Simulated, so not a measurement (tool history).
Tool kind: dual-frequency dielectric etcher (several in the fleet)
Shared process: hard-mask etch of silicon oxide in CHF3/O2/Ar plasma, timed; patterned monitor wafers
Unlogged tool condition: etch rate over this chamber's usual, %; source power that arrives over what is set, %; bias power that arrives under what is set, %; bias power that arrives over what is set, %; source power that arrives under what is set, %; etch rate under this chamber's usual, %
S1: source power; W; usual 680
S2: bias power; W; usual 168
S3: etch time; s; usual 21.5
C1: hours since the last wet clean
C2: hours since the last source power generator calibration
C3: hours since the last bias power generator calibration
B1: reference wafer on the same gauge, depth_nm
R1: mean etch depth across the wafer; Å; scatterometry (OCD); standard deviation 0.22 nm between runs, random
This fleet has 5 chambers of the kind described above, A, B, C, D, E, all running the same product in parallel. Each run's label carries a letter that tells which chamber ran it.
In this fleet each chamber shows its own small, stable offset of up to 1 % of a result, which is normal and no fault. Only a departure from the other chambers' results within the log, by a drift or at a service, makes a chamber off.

{"run": "1B", "hour": 6.4, "S1": 680, "S2": 168, "S3": 21.5, "C1": 196.5, "C2": 1383.6, "C3": 984.4, "B1": 48.084, "R1": 445.26}
{"run": "2E", "hour": 10.3, "S1": 680, "S2": 168, "S3": 21.5, "C1": 89.8, "C2": 165.8, "C3": 31.1, "B1": 48.13, "R1": 432.79}
{"run": "3C", "hour": 15.3, "S1": 680, "S2": 168, "S3": 21.5, "C1": 546.0, "C2": 4579.5, "C3": 1419.8, "B1": 48.07, "R1": 434.96}
{"hour": 17.8, "done": "chamber C: wet clean of the chamber"}
{"run": "4A", "hour": 18.7, "S1": 680, "S2": 168, "S3": 21.5, "C1": 249.3, "C2": 4440.8, "C3": 1214.3, "B1": 48.068, "R1": 435.14}
{"run": "5D", "hour": 23.4, "S1": 680, "S2": 168, "S3": 21.5, "C1": 429.8, "C2": 245.1, "C3": 1791.3, "B1": 48.074, "R1": 429.91}
{"run": "6E", "hour": 26.7, "S1": 680, "S2": 168, "S3": 21.5, "C1": 106.2, "C2": 182.2, "C3": 47.5, "B1": 48.058, "R1": 434.72}
{"run": "7A", "hour": 31.0, "S1": 680, "S2": 168, "S3": 21.5, "C1": 261.6, "C2": 4453.1, "C3": 1226.6, "B1": 48.064, "R1": 437.57}
{"run": "8C", "hour": 36.8, "S1": 680, "S2": 168, "S3": 21.5, "C1": 19.1, "C2": 4601.0, "C3": 1441.3, "B1": 48.136, "R1": 440.66}
{"run": "9B", "hour": 40.1, "S1": 600, "S2": 168, "S3": 21.5, "C1": 230.2, "C2": 1417.3, "C3": 1018.1, "B1": 48.063, "R1": 422.48}
{"run": "10D", "hour": 43.8, "S1": 600, "S2": 168, "S3": 21.5, "C1": 450.2, "C2": 265.5, "C3": 1811.7, "B1": 48.108, "R1": 412.06}
{"hour": 45.0, "done": "chamber D: wet clean of the chamber"}
{"run": "11D", "hour": 47.5, "S1": 600, "S2": 168, "S3": 21.5, "C1": 2.6, "C2": 269.2, "C3": 1815.4, "B1": 48.114, "R1": 397.02}
{"run": "12E", "hour": 51.6, "S1": 600, "S2": 168, "S3": 21.5, "C1": 131.1, "C2": 207.1, "C3": 72.4, "B1": 48.085, "R1": 416.37}
{"run": "13B", "hour": 56.4, "S1": 600, "S2": 168, "S3": 21.5, "C1": 246.5, "C2": 1433.6, "C3": 1034.4, "B1": 48.116, "R1": 419.48}
{"run": "14C", "hour": 59.6, "S1": 680, "S2": 168, "S3": 21.5, "C1": 41.9, "C2": 4623.8, "C3": 1464.1, "B1": 48.061, "R1": 436.33}
{"run": "15A", "hour": 64.6, "S1": 560, "S2": 168, "S3": 21.5, "C1": 295.2, "C2": 4486.7, "C3": 1260.2, "B1": 48.077, "R1": 407.26}
{"run": "16A", "hour": 71.6, "S1": 560, "S2": 168, "S3": 21.5, "C1": 302.2, "C2": 4493.7, "C3": 1267.2, "B1": 48.113, "R1": 407.32}
{"run": "17D", "hour": 77.3, "S1": 560, "S2": 168, "S3": 21.5, "C1": 32.4, "C2": 299.0, "C3": 1845.2, "B1": 48.028, "R1": 383.72}
{"run": "18C", "hour": 83.3, "S1": 560, "S2": 168, "S3": 21.5, "C1": 65.6, "C2": 4647.5, "C3": 1487.8, "B1": 48.041, "R1": 406.95}
{"run": "19E", "hour": 89.9, "S1": 560, "S2": 168, "S3": 21.5, "C1": 169.4, "C2": 245.4, "C3": 110.7, "B1": 48.061, "R1": 402.94}
{"run": "20B", "hour": 94.9, "S1": 680, "S2": 168, "S3": 21.5, "C1": 285.0, "C2": 1472.1, "C3": 1072.9, "B1": 48.106, "R1": 443.21}
{"run": "21E", "hour": 99.3, "S1": 680, "S2": 168, "S3": 21.5, "C1": 178.8, "C2": 254.8, "C3": 120.1, "B1": 48.12, "R1": 435.61}
{"run": "22A", "hour": 102.8, "S1": 680, "S2": 168, "S3": 21.5, "C1": 333.4, "C2": 4524.9, "C3": 1298.4, "B1": 48.13, "R1": 431.9}
{"run": "23C", "hour": 106.2, "S1": 680, "S2": 168, "S3": 21.5, "C1": 88.5, "C2": 4670.4, "C3": 1510.7, "B1": 48.089, "R1": 433.96}
{"run": "24B", "hour": 113.2, "S1": 680, "S2": 168, "S3": 21.5, "C1": 303.3, "C2": 1490.4, "C3": 1091.2, "B1": 48.152, "R1": 440.62}
{"run": "25D", "hour": 120.5, "S1": 680, "S2": 168, "S3": 21.5, "C1": 75.6, "C2": 342.2, "C3": 1888.4, "B1": 48.087, "R1": 414.43}
{"run": "26E", "hour": 124.1, "S1": 680, "S2": 168, "S3": 21.5, "C1": 203.6, "C2": 279.6, "C3": 144.9, "B1": 48.092, "R1": 432.22}
{"run": "27C", "hour": 130.2, "S1": 680, "S2": 168, "S3": 21.5, "C1": 112.5, "C2": 4694.4, "C3": 1534.7, "B1": 48.12, "R1": 439.21}
{"run": "28D", "hour": 135.4, "S1": 680, "S2": 168, "S3": 21.5, "C1": 90.5, "C2": 357.1, "C3": 1903.3, "B1": 48.108, "R1": 416.66}
{"run": "29A", "hour": 139.8, "S1": 520, "S2": 168, "S3": 25.0, "C1": 370.4, "C2": 4561.9, "C3": 1335.4, "B1": 48.056, "R1": 454.54}
{"run": "30B", "hour": 146.9, "S1": 520, "S2": 168, "S3": 25.0, "C1": 337.0, "C2": 1524.1, "C3": 1124.9, "B1": 48.09, "R1": 462.79}

What goes on in this fleet: one chamber off, a drifting gauge, or nothing beyond the chambers' own small offsets? Name the chamber and the cause, if any.

A service on chamber D put it out of line with the rest.
Likeliest cause: etch rate under this chamber's usual, % = 4.26.

Below are 4 candidate recipes for chamber D's next run, each the usual settings with a change, their results shown as question marks. Which of them brings D's results back in line with what the other chambers give on the usual settings?
A result is in line if it is within this distance of the other chambers' mean on the usual settings: R1 7.70 Å
{"run": "31D-1", "hour": 152.0, "S1": 690, "S2": 168, "S3": 22.5, "R1": "?"}
{"run": "31D-2", "hour": 152.0, "S1": 600, "S2": 168, "S3": 21.5, "R1": "?"}
{"run": "31D-3", "hour": 152.0, "S1": 660, "S2": 165, "S3": 21.5, "R1": "?"}
{"run": "31D-4", "hour": 152.0, "S1": 710, "S2": 168, "S3": 21.5, "R1": "?"}

Other chambers, usual settings, mean: R1 436.05 Å
run=31D-1 R1=436.00
run=31D-2 R1=394.62
run=31D-3 R1=407.11
run=31D-4 R1=421.28
31D-1 brings the chamber back in line.
